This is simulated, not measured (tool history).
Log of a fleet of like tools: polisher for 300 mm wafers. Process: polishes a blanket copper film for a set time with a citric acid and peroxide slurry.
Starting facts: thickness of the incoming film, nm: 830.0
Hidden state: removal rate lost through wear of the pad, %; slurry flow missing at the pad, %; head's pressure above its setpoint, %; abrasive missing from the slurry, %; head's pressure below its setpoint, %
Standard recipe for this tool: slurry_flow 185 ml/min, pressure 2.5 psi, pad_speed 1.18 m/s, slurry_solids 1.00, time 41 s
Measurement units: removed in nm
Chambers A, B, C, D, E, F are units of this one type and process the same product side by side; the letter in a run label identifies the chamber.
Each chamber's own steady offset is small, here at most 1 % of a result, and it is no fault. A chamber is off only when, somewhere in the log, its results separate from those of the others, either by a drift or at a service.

| run | hour | slurry_flow | pressure | pad_speed | slurry_solids | time | wafers polished on this pad | hours since the slurry nozzle was cleaned | hours since the head pressure was calibrated | hours since the slurry blender was calibrated | removed |
|---|---|---|---|---|---|---|---|---|---|---|---|
|  | 3.1 | chamber A: worn pad replaced by a new one |
|  | 6.3 | chamber F: slurry nozzle cleaned |
| 1E | 10.7 | 185 | 2.5 | 1.18 | 1.00 | 41 | 415 | 148.2 | 643.5 | 88.1 | 89.892 |
|  | 14.4 | chamber E: head pressure recalibrated |
| 2F | 19.0 | 185 | 2.5 | 1.18 | 1.00 | 41 | 647 | 12.8 | 695.1 | 87.6 | 88.179 |
|  | 26.2 | chamber E: slurry blender recalibrated |
| 3C | 26.5 | 185 | 2.5 | 1.18 | 1.00 | 41 | 579 | 835.7 | 610.4 | 101.7 | 90.803 |
| 4A | 36.6 | 185 | 2.5 | 1.18 | 1.00 | 41 | 318 | 163.5 | 205.2 | 245.0 | 90.566 |
|  | 37.7 | chamber F: slurry blender recalibrated |
| 5D | 49.2 | 185 | 2.5 | 1.18 | 1.00 | 41 | 1036 | 176.0 | 384.0 | 61.1 | 89.248 |
|  | 49.6 | chamber D: worn pad replaced by a new one |
|  | 49.7 | chamber F: worn pad replaced by a new one |
|  | 51.9 | chamber C: slurry blender recalibrated |
|  | 53.4 | chamber E: worn pad replaced by a new one |
|  | 54.5 | chamber B: worn pad replaced by a new one |
| 6B | 63.8 | 185 | 2.5 | 1.18 | 1.00 | 41 | 88 | 570.6 | 855.2 | 171.9 | 91.078 |
|  | 70.6 | chamber C: worn pad replaced by a new one |
| 7B | 79.1 | 185 | 2.5 | 1.18 | 1.00 | 41 | 233 | 585.9 | 870.5 | 187.2 | 89.091 |
|  | 91.5 | chamber C: slurry nozzle cleaned |
| 8C | 94.5 | 185 | 2.5 | 1.18 | 1.00 | 41 | 227 | 3.1 | 678.4 | 42.7 | 90.043 |
| 9E | 109.7 | 185 | 2.5 | 1.18 | 1.00 | 41 | 534 | 247.2 | 95.4 | 83.5 | 89.935 |
|  | 111.4 | chamber A: worn pad replaced by a new one |
|  | 118.2 | chamber B: slurry blender recalibrated |
| 10A | 124.7 | 185 | 2.5 | 1.18 | 1.00 | 41 | 127 | 251.6 | 293.3 | 333.1 | 92.278 |
| 11F | 131.9 | 185 | 2.5 | 1.18 | 1.00 | 41 | 781 | 125.7 | 808.0 | 94.3 | 88.989 |
|  | 136.4 | chamber A: slurry blender recalibrated |
|  | 137.5 | chamber E: slurry blender recalibrated |
|  | 138.4 | chamber D: slurry blender recalibrated |
| 12D | 146.4 | 185 | 2.5 | 1.18 | 1.25 | 41 | 919 | 273.2 | 481.2 | 8.0 | 93.640 |
|  | 150.2 | chamber F: worn pad replaced by a new one |
|  | 150.8 | chamber B: worn pad replaced by a new one |
| 13B | 157.0 | 185 | 2.5 | 1.18 | 1.25 | 41 | 59 | 663.8 | 948.4 | 38.9 | 95.378 |
|  | 161.4 | chamber D: worn pad replaced by a new one |
|  | 163.0 | chamber F: slurry blender recalibrated |
|  | 164.6 | chamber E: worn pad replaced by a new one |
|  | 166.5 | chamber C: slurry blender recalibrated |
| 14E | 170.1 | 185 | 2.5 | 1.18 | 1.25 | 41 | 52 | 307.6 | 155.8 | 32.6 | 93.237 |
|  | 175.4 | chamber C: worn pad replaced by a new one |
| 15A | 183.7 | 185 | 2.5 | 1.18 | 1.25 | 41 | 687 | 310.6 | 352.3 | 47.3 | 94.084 |
|  | 185.2 | chamber D: head pressure recalibrated |
| 16C | 197.2 | 185 | 2.5 | 1.18 | 1.25 | 41 | 207 | 105.8 | 781.1 | 30.7 | 93.969 |
| 17F | 207.8 | 185 | 2.5 | 1.18 | 1.25 | 41 | 547 | 201.6 | 883.9 | 44.9 | 93.665 |
|  | 221.8 | chamber A: worn pad replaced by a new one |
| 18D | 222.3 | 185 | 2.5 | 1.18 | 1.00 | 41 | 578 | 349.1 | 37.1 | 83.9 | 88.394 |
|  | 225.1 | chamber B: slurry nozzle cleaned |
| 19B | 238.4 | 245 | 2.5 | 1.18 | 1.00 | 41 | 832 | 13.3 | 1029.8 | 120.3 | 92.881 |
|  | 240.0 | chamber E: slurry blender recalibrated |
|  | 243.3 | chamber D: slurry nozzle cleaned |
|  | 247.6 | chamber D: worn pad replaced by a new one |
| 20A | 247.8 | 245 | 2.5 | 1.18 | 1.00 | 41 | 247 | 374.7 | 416.4 | 111.4 | 93.507 |
|  | 248.9 | chamber F: worn pad replaced by a new one |
| 21E | 260.5 | 245 | 2.5 | 1.18 | 1.00 | 41 | 910 | 398.0 | 246.2 | 20.6 | 93.803 |
| 22F | 269.9 | 245 | 2.5 | 1.18 | 1.00 | 41 | 199 | 263.7 | 946.0 | 107.0 | 92.846 |
|  | 272.3 | chamber C: slurry blender recalibrated |
|  | 273.0 | chamber E: worn pad replaced by a new one |
|  | 273.3 | chamber B: worn pad replaced by a new one |
|  | 275.9 | chamber F: slurry blender recalibrated |
| 23C | 280.0 | 245 | 2.5 | 1.18 | 1.00 | 41 | 992 | 188.6 | 863.9 | 7.8 | 93.630 |
|  | 282.6 | chamber F: head pressure recalibrated |
| 24D | 290.1 | 245 | 2.5 | 1.18 | 1.00 | 41 | 403 | 46.8 | 104.9 | 151.7 | 93.676 |
|  | 290.7 | chamber C: worn pad replaced by a new one |
| 25F | 300.5 | 185 | 2.5 | 1.18 | 1.00 | 41 | 490 | 294.3 | 18.0 | 24.7 | 82.168 |
|  | 306.6 | chamber D: slurry blender recalibrated |
| 26D | 312.5 | 185 | 2.5 | 1.18 | 1.00 | 41 | 616 | 69.2 | 127.3 | 6.0 | 91.382 |
|  | 313.8 | chamber B: slurry blender recalibrated |
|  | 314.4 | chamber A: head pressure recalibrated |
| 27E | 326.2 | 125 | 2.5 | 1.18 | 1.00 | 41 | 505 | 463.7 | 311.9 | 86.3 | 82.709 |
| 28B | 333.3 | 125 | 2.5 | 1.18 | 1.00 | 41 | 570 | 108.2 | 1124.7 | 19.5 | 82.304 |
|  | 335.5 | chamber A: worn pad replaced by a new one |
| 29C | 342.2 | 125 | 2.5 | 1.18 | 1.00 | 41 | 489 | 250.8 | 926.1 | 70.0 | 83.746 |
|  | 343.8 | chamber F: worn pad replaced by a new one |
|  | 354.7 | chamber E: slurry blender recalibrated |
| 30A | 356.3 | 125 | 2.5 | 1.18 | 1.00 | 41 | 198 | 483.2 | 41.9 | 219.9 | 84.565 |
|  | 359.6 | chamber D: worn pad replaced by a new one |
|  | 365.0 | chamber E: worn pad replaced by a new one |
| 31D | 370.9 | 125 | 2.5 | 1.18 | 1.00 | 41 | 107 | 127.6 | 185.7 | 64.4 | 83.537 |
|  | 378.9 | chamber F: slurry blender recalibrated |
| 32F | 381.2 | 125 | 2.5 | 1.18 | 1.00 | 41 | 355 | 375.0 | 98.7 | 2.3 | 75.665 |
|  | 390.7 | chamber C: slurry blender recalibrated |
|  | 392.0 | chamber B: worn pad replaced by a new one |
| 33A | 394.1 | 185 | 2.5 | 1.18 | 1.00 | 41 | 556 | 521.0 | 79.7 | 257.7 | 88.129 |
| 34B | 401.7 | 185 | 2.5 | 1.18 | 1.00 | 41 | 93 | 176.6 | 1193.1 | 87.9 | 88.738 |
|  | 406.8 | chamber C: worn pad replaced by a new one |
| 35E | 414.6 | 185 | 2.5 | 1.18 | 1.00 | 41 | 471 | 552.1 | 400.3 | 60.0 | 91.275 |
|  | 417.7 | chamber F: slurry nozzle cleaned |
| 36C | 426.8 | 185 | 2.5 | 1.18 | 1.00 | 41 | 190 | 335.4 | 1010.7 | 36.2 | 92.270 |
|  | 438.3 | chamber F: worn pad replaced by a new one |
|  | 438.3 | chamber A: worn pad replaced by a new one |
| 37E | 440.6 | 185 | 2.5 | 1.18 | 1.00 | 41 | 718 | 578.1 | 426.3 | 86.0 | 90.478 |
| 38C | 453.7 | 185 | 2.5 | 1.18 | 1.00 | 41 | 445 | 362.3 | 1037.6 | 63.1 | 88.838 |
|  | 455.0 | chamber D: worn pad replaced by a new one |
| 39D | 463.6 | 185 | 2.5 | 1.18 | 1.00 | 41 | 82 | 220.3 | 278.4 | 157.1 | 87.801 |
| 40B | 477.3 | 140 | 2.5 | 1.00 | 1.00 | 41 | 810 | 252.2 | 1268.7 | 163.5 | 73.391 |
|  | 484.5 | chamber F: slurry blender recalibrated |
| 41F | 492.4 | 140 | 2.5 | 1.00 | 1.00 | 41 | 514 | 74.8 | 209.9 | 7.9 | 65.853 |
| 42A | 504.5 | 140 | 2.5 | 1.00 | 1.00 | 41 | 628 | 631.4 | 190.1 | 368.1 | 71.947 |

Is one chamber out of step, is the gauge drifting, or do the chambers differ by no more than their own small offsets? For an off chamber, give its letter and the likeliest cause.

A service on chamber F put it out of line with the rest.
Likeliest cause: head's pressure below its setpoint, % = 9.94.

Chamber F could run next with any of the 4 candidate recipes listed below; each alters the usual settings, and their results appear as question marks. Which one brings its results back in line with what the other chambers deliver on the usual settings?
Allowed miss from the other chambers' usual-settings mean, per result, to count as in line: removed 2.900 nm
| 43F-1 | 516.2 | 185 | 2.5 | 1.20 | 1.00 | 42 |  |  |  |  | ? |
| 43F-2 | 516.2 | 185 | 2.4 | 1.14 | 1.00 | 40 |  |  |  |  | ? |
| 43F-3 | 516.2 | 185 | 2.5 | 1.16 | 1.00 | 40 |  |  |  |  | ? |
| 43F-4 | 516.2 | 185 | 2.6 | 1.22 | 1.00 | 42 |  |  |  |  | ? |

The mean the other chambers reach with the usual settings: removed 89.782 nm
| run | removed |
|---|---|
| 43F-1 | 85.086 |
| 43F-2 | 74.110 |
| 43F-3 | 78.419 |
| 43F-4 | 89.830 |
43F-4 is the one that brings the chamber's results back in line with the other chambers.

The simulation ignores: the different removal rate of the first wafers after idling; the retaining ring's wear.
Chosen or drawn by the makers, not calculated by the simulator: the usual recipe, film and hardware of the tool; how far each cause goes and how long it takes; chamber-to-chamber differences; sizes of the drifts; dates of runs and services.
